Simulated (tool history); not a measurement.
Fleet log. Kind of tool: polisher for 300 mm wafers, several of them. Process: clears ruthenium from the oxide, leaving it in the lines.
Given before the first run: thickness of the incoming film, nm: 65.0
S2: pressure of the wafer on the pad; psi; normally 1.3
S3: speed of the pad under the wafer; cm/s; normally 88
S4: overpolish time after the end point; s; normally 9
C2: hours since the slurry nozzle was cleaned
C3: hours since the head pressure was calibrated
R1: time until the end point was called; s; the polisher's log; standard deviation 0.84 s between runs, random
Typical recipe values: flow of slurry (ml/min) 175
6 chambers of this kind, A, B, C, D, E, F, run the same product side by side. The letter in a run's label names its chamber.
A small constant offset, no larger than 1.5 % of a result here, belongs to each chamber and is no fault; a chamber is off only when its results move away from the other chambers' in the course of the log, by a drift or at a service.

Run 1F, day 0.208: usual settings; wafers polished on this pad 462; C2 513; C3 732.7. Result: R1 91.851 s.
Run 2B, day 0.371: usual settings; wafers polished on this pad 678; C2 83.4; C3 412.5. Result: R1 94.022 s.
Run 3D, day 0.575: usual settings; wafers polished on this pad 638; C2 211.5; C3 269.7. Result: R1 91.395 s.
At day 0.775: chamber A: worn pad replaced by a new one.
Run 4A, day 0.783: usual settings; wafers polished on this pad 1; C2 124; C3 464.5. Result: R1 92.633 s.
Run 5E, day 0.883: usual settings but S2 1.1 psi, S4 11 s; wafers polished on this pad 799; C2 373.9; C3 436.7. Result: R1 110.01 s.
Run 6C, day 1.054: usual settings but S2 1.1 psi, S4 11 s; wafers polished on this pad 285; C2 387.6; C3 958.5. Result: R1 109.92 s.
Run 7D, day 1.212: usual settings but S2 1.1 psi, S4 11 s; wafers polished on this pad 735; C2 226.8; C3 285. Result: R1 109.52 s.
At day 1.221: chamber D: worn pad replaced by a new one.
Run 8C, day 1.417: usual settings but S2 1.1 psi, S4 11 s; wafers polished on this pad 340; C2 396.3; C3 967.2. Result: R1 110.08 s.
Run 9A, day 1.554: usual settings but S2 1.1 psi, S4 11 s; wafers polished on this pad 118; C2 142.5; C3 483. Result: R1 108.23 s.
At day 1.675: chamber E: worn pad replaced by a new one.
Run 10E, day 1.717: usual settings but S2 1.1 psi, S4 11 s; wafers polished on this pad 6; C2 393.9; C3 456.7. Result: R1 107.53 s.
Run 11B, day 1.912: usual settings; wafers polished on this pad 911; C2 120.4; C3 449.5. Result: R1 93.451 s.
At day 2.029: chamber F: worn pad replaced by a new one.
At day 2.054: chamber D: head pressure recalibrated.
Run 12F, day 2.112: usual settings; wafers polished on this pad 13; C2 558.7; C3 778.4. Result: R1 92.422 s.
Run 13B, day 2.233: usual settings; wafers polished on this pad 959; C2 128.1; C3 457.2. Result: R1 93.828 s.
Run 14E, day 2.333: usual settings; wafers polished on this pad 99; C2 408.7; C3 471.5. Result: R1 92.203 s.
Run 15D, day 2.492: usual settings; wafers polished on this pad 192; C2 257.5; C3 10.5. Result: R1 91.184 s.
Run 16C, day 2.588: usual settings; wafers polished on this pad 517; C2 424.4; C3 995.3. Result: R1 94.569 s.
Run 17A, day 2.692: usual settings; wafers polished on this pad 289; C2 169.8; C3 510.3. Result: R1 91.507 s.
At day 2.729: chamber B: worn pad replaced by a new one.
Run 18F, day 2.825: usual settings; wafers polished on this pad 120; C2 575.8; C3 795.5. Result: R1 91.82 s.
Run 19C, day 3: usual settings; wafers polished on this pad 579; C2 434.3; C3 1005.2. Result: R1 93.751 s.
Run 20F, day 3.192: usual settings; wafers polished on this pad 176; C2 584.6; C3 804.3. Result: R1 91.681 s.
Run 21D, day 3.329: usual settings; wafers polished on this pad 318; C2 277.6; C3 30.6. Result: R1 91.352 s.
Run 22B, day 3.512: usual settings; wafers polished on this pad 118; C2 158.8; C3 487.9. Result: R1 93.854 s.
Run 23A, day 3.675: usual settings; wafers polished on this pad 438; C2 193.4; C3 533.9. Result: R1 92.792 s.
Run 24E, day 3.888: usual settings; wafers polished on this pad 334; C2 446; C3 508.8. Result: R1 91.408 s.
At day 4.021: chamber E: head pressure recalibrated.
Run 25F, day 4.042: usual settings but S2 1.5 psi; wafers polished on this pad 304; C2 605; C3 824.7. Result: R1 81.146 s.
Run 26B, day 4.146: usual settings but S2 1.5 psi; wafers polished on this pad 214; C2 174; C3 503.1. Result: R1 80.079 s.
Run 27E, day 4.271: usual settings but S2 1.5 psi; wafers polished on this pad 392; C2 455.2; C3 6.1. Result: R1 80.683 s.
Run 28A, day 4.483: usual settings but S2 1.5 psi; wafers polished on this pad 560; C2 212.8; C3 553.3. Result: R1 79.879 s.
Run 29D, day 4.671: usual settings but S2 1.5 psi; wafers polished on this pad 521; C2 309.8; C3 62.8. Result: R1 79.651 s.
At day 4.688: chamber F: head pressure recalibrated.
Run 30C, day 4.858: usual settings but S2 1.5 psi; wafers polished on this pad 860; C2 478.9; C3 1049.8. Result: R1 81.996 s.
Run 31A, day 5.012: usual settings; wafers polished on this pad 640; C2 225.5; C3 566. Result: R1 92.169 s.
Run 32B, day 5.117: usual settings; wafers polished on this pad 360; C2 197.3; C3 526.4. Result: R1 92.247 s.
Run 33D, day 5.212: usual settings; wafers polished on this pad 603; C2 322.8; C3 75.8. Result: R1 91.813 s.
At day 5.267: chamber A: slurry nozzle cleaned.
Run 34E, day 5.4: usual settings; wafers polished on this pad 562; C2 482.3; C3 33.2. Result: R1 89.912 s.
Run 35C, day 5.525: usual settings; wafers polished on this pad 961; C2 494.9; C3 1065.8. Result: R1 96.88 s.
Run 36F, day 5.629: usual settings; wafers polished on this pad 544; C2 643.1; C3 22.6. Result: R1 94.263 s.
Run 37D, day 5.804: usual settings; wafers polished on this pad 692; C2 337; C3 90. Result: R1 93.179 s.
Run 38B, day 5.992: usual settings; wafers polished on this pad 493; C2 218.3; C3 547.4. Result: R1 92.165 s.
Run 39A, day 6.133: usual settings but S2 0.9 psi; wafers polished on this pad 809; C2 20.8; C3 592.9. Result: R1 133.37 s.
Run 40F, day 6.279: usual settings but S2 0.9 psi; wafers polished on this pad 642; C2 658.7; C3 38.2. Result: R1 133.17 s.
Run 41C, day 6.471: usual settings but S2 0.9 psi; wafers polished on this pad 1104; C2 517.6; C3 1088.5. Result: R1 141.14 s.
Run 42E, day 6.583: usual settings but S2 0.9 psi; wafers polished on this pad 741; C2 510.7; C3 61.6. Result: R1 130.87 s.

Is one chamber off against the others, does the gauge drift, or is nothing wrong? If a chamber is off, say which, and what the likeliest cause is.

Chamber C drifts away from the others.
Most likely cause: removal rate lost through wear of the pad, % = 6.52.
The log might look much the same if the cause were instead: slurry flow missing at the pad, %; head's pressure below its setpoint, %.

Chamber C could run next with any of the 4 candidate recipes listed below; each alters the usual settings, and their results appear as question marks. Which one brings its results back in line with what the other chambers deliver on the usual settings?
In-line tolerance around the mean of the other chambers on the usual settings: R1 3 s
Run 43C-1, day 6.738: usual settings but S2 1.4 psi, S3 92 cm/s. Result: R1 ?.
Run 43C-2, day 6.738: usual settings but S3 82 cm/s. Result: R1 ?.
Run 43C-3, day 6.738: usual settings but S3 78 cm/s. Result: R1 ?.
Run 43C-4, day 6.738: usual settings but S2 1.4 psi. Result: R1 ?.

Average result of the remaining chambers running the usual settings: R1 92.52 s
  run      R1
43C-1  87.837
43C-2  106.21
43C-3  111.68
43C-4  91.844
It is 43C-4 that realigns the chamber with its peers.

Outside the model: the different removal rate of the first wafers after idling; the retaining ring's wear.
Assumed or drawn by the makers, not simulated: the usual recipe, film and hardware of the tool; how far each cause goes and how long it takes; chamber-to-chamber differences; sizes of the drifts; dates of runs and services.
